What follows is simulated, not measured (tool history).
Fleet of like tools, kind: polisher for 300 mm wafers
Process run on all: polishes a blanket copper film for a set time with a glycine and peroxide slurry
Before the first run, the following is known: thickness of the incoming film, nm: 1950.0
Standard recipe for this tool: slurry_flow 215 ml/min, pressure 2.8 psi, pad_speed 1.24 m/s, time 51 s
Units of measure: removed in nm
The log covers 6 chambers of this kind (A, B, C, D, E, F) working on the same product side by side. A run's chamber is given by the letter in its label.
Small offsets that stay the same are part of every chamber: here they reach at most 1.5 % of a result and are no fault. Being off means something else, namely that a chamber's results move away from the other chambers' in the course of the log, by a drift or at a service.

run   hour  slurry_flow  pressure  pad_speed  time  wafers polished on this pad  hours since the slurry nozzle was cleaned  hours since the head pressure was calibrated  removed
       1.7  -- chamber B: worn pad replaced by a new one
       5.4  -- chamber E: worn pad replaced by a new one
 1F   11.7          215       2.8       1.24    51                          493                                      325.4                                         805.3   398.36
 2A   22.7          215       2.8       1.24    51                          485                                      245.8                                          54.5   407.42
 3D   33.4          215       2.8       1.24    51                          541                                       39.8                                        1251.8   401.82
 4B   39.5          215       2.8       1.24    51                          437                                      227.3                                         298.8   401.58
 5C   45.7          215       2.8       1.24    51                          934                                      324.8                                         647.8   397.88
      53.1  -- chamber A: worn pad replaced by a new one
 6E   57.7          215       2.8       1.24    51                          604                                       93.6                                         404.6   395.72
 7D   65.1          215         2        1.4    51                          907                                       71.5                                        1283.5    332.3
 8B   74.8          215         2        1.4    51                          844                                      262.6                                         334.1   336.52
      75.1  -- chamber C: worn pad replaced by a new one
      75.9  -- chamber E: worn pad replaced by a new one
      82.7  -- chamber F: worn pad replaced by a new one
 9E   83.7          215         2        1.4    51                           90                                      119.6                                         430.6   339.51
10C   93.2          215         2        1.4    51                          209                                      372.3                                         695.3   326.69
11F  100.4          215         2        1.4    51                          204                                      414.1                                           894   338.46
     109.8  -- chamber D: worn pad replaced by a new one
       112  -- chamber B: worn pad replaced by a new one
12A  112.1          215         2        1.4    51                          681                                      335.2                                         143.9   338.38
     116.8  -- chamber A: worn pad replaced by a new one
13D    122          215       2.8       1.24    51                          141                                      128.4                                        1340.4   400.03
14A  129.9          215       2.8       1.24    51                          151                                        353                                         161.7   404.66
15B  140.4          215       2.8       1.24    51                          328                                      328.2                                         399.7    401.7
     149.9  -- chamber A: slurry nozzle cleaned
16C  153.4          215       2.8       1.24    51                          904                                      432.5                                         755.5   392.76
     157.9  -- chamber E: worn pad replaced by a new one
     157.9  -- chamber C: slurry nozzle cleaned
17F  161.2          215       2.8       1.24    51                          906                                      474.9                                         954.8   397.97
18E  169.4          215       2.8       1.24    51                          132                                      205.3                                         516.3   396.85
     173.5  -- chamber C: worn pad replaced by a new one
     176.5  -- chamber D: head pressure recalibrated
19C  180.7          215       2.8       1.24    51                           83                                       22.8                                         782.8   396.81
     183.5  -- chamber F: head pressure recalibrated
20F  189.1          215       2.8       1.24    51                         1228                                      502.8                                           5.7   379.76
     190.5  -- chamber A: worn pad replaced by a new one
     195.6  -- chamber F: worn pad replaced by a new one
21D  200.6          215       2.8       1.24    51                         1048                                        207                                          24.2   401.39
     202.9  -- chamber B: worn pad replaced by a new one
     206.7  -- chamber E: slurry nozzle cleaned
22B  206.7          215       2.8       1.24    51                           44                                      394.5                                           466   399.14
23E  216.7          215       2.8       1.24    51                          678                                         10                                         563.6   401.56
     219.4  -- chamber D: worn pad replaced by a new one
24A  227.2          215       2.8       1.24    51                          423                                       77.3                                           259   412.71
25F  236.5          215       2.8       1.24    51                          472                                      550.2                                          53.1   374.63
26D  247.3          215       2.8       1.24    51                          322                                      253.7                                          70.9   400.74
       248  -- chamber E: worn pad replaced by a new one
     257.3  -- chamber A: worn pad replaced by a new one
27A  260.7          215       2.8       1.24    51                           39                                      110.8                                         292.5   410.53
28C  270.3          215       2.8       1.24    51                         1117                                      112.4                                         872.4   397.88
     271.7  -- chamber C: worn pad replaced by a new one
29E  276.9          215       2.8       1.24    51                          333                                       70.2                                         623.8   400.67
30B  290.1          215       2.8       1.24    51                         1007                                      477.9                                         549.4   408.22
31E  297.4          215       2.8       1.24    51                          570                                       90.7                                         644.3   395.87
     302.7  -- chamber F: worn pad replaced by a new one
32B  305.5          215       2.8       1.24    51                         1185                                      493.3                                         564.8   405.26
33A  316.4          215       2.8       1.24    51                          682                                      166.5                                         348.2    410.8
     319.8  -- chamber A: worn pad replaced by a new one
34D  326.2          215       2.8       1.24    51                         1233                                      332.6                                         149.8   404.06
35C  332.9          215       2.8       1.24    51                          707                                        175                                           935   403.78
     338.4  -- chamber F: slurry nozzle cleaned
36F  342.9          215       2.8       1.24    51                          464                                        4.6                                         159.5   376.17
37D  352.5          215       2.8       1.24    51                         1537                                      358.9                                         176.1   409.89
38A  362.7          215       3.4       1.04    51                          496                                      212.8                                         394.5   408.85

For the next run the whole fleet of 6 chambers uses the same settings. Give each chamber's results:
39A  372.3          215       2.8       1.24    51                                                                                                                              ?
39B  372.3          215       2.8       1.24    51                                                                                                                              ?
39C  372.3          215       2.8       1.24    51                                                                                                                              ?
39D  372.3          215       2.8       1.24    51                                                                                                                              ?
39E  372.3          215       2.8       1.24    51                                                                                                                              ?
39F  372.3          215       2.8       1.24    51                                                                                                                              ?

run  removed
39A   408.73
39B   398.12
39C   402.54
39D   396.36
39E   402.79
39F   374.31

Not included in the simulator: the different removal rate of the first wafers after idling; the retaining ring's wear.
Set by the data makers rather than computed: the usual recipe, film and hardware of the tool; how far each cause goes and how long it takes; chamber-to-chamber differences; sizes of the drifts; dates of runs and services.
